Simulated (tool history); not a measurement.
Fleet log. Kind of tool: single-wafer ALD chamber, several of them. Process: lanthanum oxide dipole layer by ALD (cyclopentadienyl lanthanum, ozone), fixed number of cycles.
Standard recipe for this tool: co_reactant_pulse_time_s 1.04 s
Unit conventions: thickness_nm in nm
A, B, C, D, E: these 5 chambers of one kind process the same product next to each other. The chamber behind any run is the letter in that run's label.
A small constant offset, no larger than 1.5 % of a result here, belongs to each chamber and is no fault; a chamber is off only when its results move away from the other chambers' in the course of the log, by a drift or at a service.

run	hour	co_reactant_pulse_time_s	read-back reference wafer on the same gauge, thickness_nm	thickness_nm
1B	3.5	1.04	0.44471	0.51230
2A	6.8	1.04	0.44522	0.50136
3E	11.0	1.04	0.44479	0.51493
4C	18.2	1.04	0.44540	0.50433
5D	24.9	1.04	0.44511	0.50990
6E	30.4	1.37	0.44518	0.54851
7D	33.8	1.37	0.44549	0.54923
8C	38.2	1.37	0.44517	0.53921
9A	43.6	1.37	0.44496	0.53668
10B	49.6	1.37	0.44489	0.54175
11E	54.9	1.04	0.44520	0.51433
12C	61.3	1.04	0.44481	0.50467
13D	68.5	1.40	0.44500	0.55100
14B	74.8	1.40	0.44444	0.54998
15A	81.3	1.40	0.44529	0.53686
# hour 86.6: chamber E: ozone generator serviced
16D	87.4	1.40	0.44447	0.55114
17A	94.6	1.40	0.44487	0.53356
18C	100.4	1.04	0.44538	0.50781
19E	105.6	0.79	0.44504	0.47133
20B	110.6	0.79	0.44510	0.45466
21A	117.3	0.79	0.44510	0.45525
22B	123.0	0.79	0.44474	0.44763
23E	130.1	0.79	0.44514	0.46584
24C	134.0	1.04	0.44490	0.50828
25D	137.6	0.77	0.44450	0.46387
26C	141.6	0.77	0.44469	0.45258
27E	145.8	0.77	0.44477	0.46235
28D	151.7	0.77	0.44507	0.46246
29B	158.7	0.77	0.44531	0.43817
30A	163.8	1.04	0.44541	0.49687
31C	168.2	1.04	0.44484	0.50292
32D	172.8	1.04	0.44549	0.51139
33E	179.8	1.04	0.44471	0.51127
34A	183.9	1.04	0.44480	0.49648
35B	187.9	1.04	0.44491	0.48761
36A	194.1	0.72	0.44491	0.43401
37E	200.0	0.72	0.44505	0.44602

Each of the 5 chambers runs these same settings next. Fill in every chamber's results:
38A	205.3	1.04		?
38B	205.3	1.04		?
38C	205.3	1.04		?
38D	205.3	1.04		?
38E	205.3	1.04		?

run	thickness_nm
38A	0.50316
38B	0.48604
38C	0.50832
38D	0.50831
38E	0.51497
